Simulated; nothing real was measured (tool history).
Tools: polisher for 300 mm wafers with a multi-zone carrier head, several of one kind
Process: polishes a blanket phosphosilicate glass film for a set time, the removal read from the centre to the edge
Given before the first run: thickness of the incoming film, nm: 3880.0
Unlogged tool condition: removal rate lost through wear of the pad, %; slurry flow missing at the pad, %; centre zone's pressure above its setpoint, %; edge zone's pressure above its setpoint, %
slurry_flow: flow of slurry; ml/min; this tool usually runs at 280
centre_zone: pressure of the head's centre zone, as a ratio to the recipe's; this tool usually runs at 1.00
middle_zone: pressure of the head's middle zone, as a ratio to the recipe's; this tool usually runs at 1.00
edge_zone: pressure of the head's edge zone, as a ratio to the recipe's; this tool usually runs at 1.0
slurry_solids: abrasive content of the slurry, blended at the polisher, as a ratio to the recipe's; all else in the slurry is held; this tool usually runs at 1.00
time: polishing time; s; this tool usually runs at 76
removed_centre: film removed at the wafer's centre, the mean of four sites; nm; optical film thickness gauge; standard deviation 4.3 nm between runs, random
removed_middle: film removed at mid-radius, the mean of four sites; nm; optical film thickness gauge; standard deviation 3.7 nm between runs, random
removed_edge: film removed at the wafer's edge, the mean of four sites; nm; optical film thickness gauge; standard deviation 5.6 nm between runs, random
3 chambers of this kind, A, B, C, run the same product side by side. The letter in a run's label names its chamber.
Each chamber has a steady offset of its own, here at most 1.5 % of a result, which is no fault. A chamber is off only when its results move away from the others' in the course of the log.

run	hour	slurry_flow	centre_zone	middle_zone	edge_zone	slurry_solids	time	wafers polished on this pad	hours since the slurry nozzle was cleaned	hours since the centre zone pressure was calibrated	hours since the edge zone pressure was calibrated	removed_centre	removed_middle	removed_edge
# hour 3.5: chamber C: edge zone pressure recalibrated
1B	7.5	280	1.00	1.00	1.0	1.00	76	969	545.3	377.3	47.1	442.75	442.00	438.35
# hour 11.4: chamber B: worn pad replaced by a new one
# hour 18.8: chamber A: worn pad replaced by a new one
2A	18.9	280	1.00	1.00	1.0	1.00	76	0	19.2	35.8	149.7	437.75	440.93	435.42
3C	28.0	280	1.00	1.00	1.0	1.00	76	277	224.6	57.5	24.5	445.03	445.19	450.11
4B	40.3	280	1.00	1.00	1.0	1.00	76	162	578.1	410.1	79.9	447.53	443.86	434.30
5C	50.0	280	1.00	1.00	1.0	1.00	76	401	246.6	79.5	46.5	449.13	444.20	443.10
6A	56.7	280	1.00	1.00	1.0	1.00	76	213	57.0	73.6	187.5	443.20	445.20	443.89
7C	65.1	280	1.00	1.06	1.0	0.85	76	486	261.7	94.6	61.6	412.75	434.59	404.99
8A	79.9	280	1.00	1.06	1.0	0.85	76	344	80.2	96.8	210.7	414.32	432.70	413.96
9B	86.6	280	1.00	1.06	1.0	0.85	76	423	624.4	456.4	126.2	411.91	434.17	413.31
10A	93.3	280	1.00	1.11	1.0	0.90	76	419	93.6	110.2	224.1	420.86	460.83	427.90
11C	105.3	280	1.00	1.11	1.0	0.90	76	712	301.9	134.8	101.8	424.55	464.93	424.44
# hour 107.1: chamber A: worn pad replaced by a new one
12B	114.1	280	1.00	1.11	1.0	0.90	76	577	651.9	483.9	153.7	415.83	456.74	416.16
13C	127.2	280	1.00	1.00	1.0	1.00	76	835	323.8	156.7	123.7	444.29	441.84	455.03
14A	140.0	280	1.00	1.00	1.0	1.00	76	185	140.3	156.9	270.8	439.13	439.67	440.96
# hour 147.3: chamber C: slurry nozzle cleaned
15B	150.1	280	1.00	1.00	1.0	1.00	76	780	687.9	519.9	189.7	433.36	446.52	450.64
# hour 154.3: chamber B: centre zone pressure recalibrated
# hour 155.0: chamber B: slurry nozzle cleaned
16B	164.2	280	1.00	1.00	1.0	1.00	76	859	9.3	10.0	203.8	470.73	447.06	446.02
# hour 169.6: chamber C: worn pad replaced by a new one
17C	172.1	280	1.00	1.00	1.0	1.00	76	14	24.8	201.6	168.6	449.90	446.22	447.67
18A	185.6	280	1.00	1.00	1.0	1.10	90	441	185.9	202.5	316.4	545.26	548.14	530.26
# hour 196.6: chamber B: worn pad replaced by a new one
19C	200.4	280	1.00	1.00	1.0	1.10	90	173	53.1	229.9	196.9	543.75	549.92	550.67
# hour 201.8: chamber A: edge zone pressure recalibrated
# hour 204.2: chamber A: worn pad replaced by a new one
20B	209.0	280	1.00	1.00	1.0	1.10	90	70	54.1	54.8	248.6	580.89	544.87	547.38
21A	220.0	280	1.00	1.00	1.0	1.00	76	89	220.3	236.9	18.3	447.57	448.04	442.44
22A	231.2	230	1.00	1.00	1.0	1.00	76	152	231.5	248.1	29.5	437.08	433.31	443.98
23B	243.6	230	1.00	1.00	1.0	1.00	76	264	88.7	89.4	283.2	454.28	431.92	435.89
24C	251.3	230	1.00	1.00	1.0	1.00	76	459	104.0	280.8	247.8	436.91	435.76	445.43
25A	259.6	280	1.00	1.00	1.0	1.00	76	312	259.9	276.5	57.9	436.44	437.76	449.01
26B	268.0	280	1.00	0.91	1.1	1.00	76	402	113.1	113.8	307.6	478.89	411.80	471.59
27C	277.5	280	1.00	0.91	1.1	1.00	76	607	130.2	307.0	274.0	446.03	407.82	471.30
# hour 285.6: chamber A: worn pad replaced by a new one
28A	292.6	280	1.00	0.91	1.1	1.00	76	39	292.9	309.5	90.9	445.46	403.91	465.54
29B	300.2	280	1.12	1.00	1.0	1.00	76	583	145.3	146.0	339.8	531.98	445.35	445.36
30C	314.3	280	1.12	1.00	1.0	1.00	76	814	167.0	343.8	310.8	498.50	444.70	448.51
# hour 317.2: chamber C: centre zone pressure recalibrated
31A	324.9	280	1.12	1.00	1.0	1.00	76	221	325.2	341.8	123.2	503.71	443.02	448.55
32C	335.8	280	1.00	1.00	1.0	1.00	76	935	188.5	18.6	332.3	441.52	446.74	450.52
33B	343.9	280	1.00	1.00	1.0	1.20	76	829	189.0	189.7	383.5	513.99	473.62	462.20
# hour 350.2: chamber C: worn pad replaced by a new one
34A	359.0	280	1.00	1.00	1.0	1.20	76	413	359.3	375.9	157.3	475.88	486.53	473.26
# hour 367.5: chamber A: worn pad replaced by a new one
35B	372.1	280	1.00	1.00	1.0	1.20	76	987	217.2	217.9	411.7	515.16	473.72	458.31
# hour 379.3: chamber B: worn pad replaced by a new one
# hour 379.4: chamber A: slurry nozzle cleaned
36C	384.3	280	1.00	1.00	1.0	1.00	76	191	237.0	67.1	380.8	445.27	435.96	440.81
# hour 384.7: chamber B: edge zone pressure recalibrated
37A	394.6	280	1.00	1.00	1.0	1.00	76	152	15.3	411.5	192.9	439.83	443.17	442.77
38B	407.3	280	1.00	1.00	1.0	1.00	76	157	252.4	253.1	22.7	474.87	443.21	434.78
# hour 418.0: chamber C: edge zone pressure recalibrated
39C	419.3	280	1.00	1.00	1.0	1.00	76	388	272.0	102.1	1.4	449.74	443.27	444.16

Is one chamber off against the others, does the gauge drift, or is nothing wrong? If a chamber is off, say which, and what the likeliest cause is.

After it was serviced, chamber B no longer matches the other chambers.
What lies behind it: centre zone's pressure above its setpoint, % = 6.19.

Here are 4 candidates for chamber B's next run, each the usual settings with a change, their results left as question marks. Which one brings its results back in line with what the others give on the usual settings?
Maximum distance from the other chambers' mean on the usual settings for a result to count as in line: removed_centre 15.00 nm; removed_middle 13.00 nm; removed_edge 20.00 nm
40B-1	430.2	270	0.89	1.01	1.04	1.00	76					?	?	?
40B-2	430.2	285	1.06	0.99	0.98	1.00	76					?	?	?
40B-3	430.2	290	1.12	0.98	0.95	1.00	76					?	?	?
40B-4	430.2	275	0.94	1.01	1.02	1.00	76					?	?	?

The mean the other chambers reach with the usual settings: removed_centre 443.52 nm; removed_middle 444.77 nm; removed_edge 445.67 nm
run	removed_centre	removed_middle	removed_edge
40B-1	414.20	446.86	452.59
40B-2	504.10	440.81	440.86
40B-3	535.93	437.36	434.58
40B-4	440.69	447.61	448.67
40B-4 brings the chamber back in line.

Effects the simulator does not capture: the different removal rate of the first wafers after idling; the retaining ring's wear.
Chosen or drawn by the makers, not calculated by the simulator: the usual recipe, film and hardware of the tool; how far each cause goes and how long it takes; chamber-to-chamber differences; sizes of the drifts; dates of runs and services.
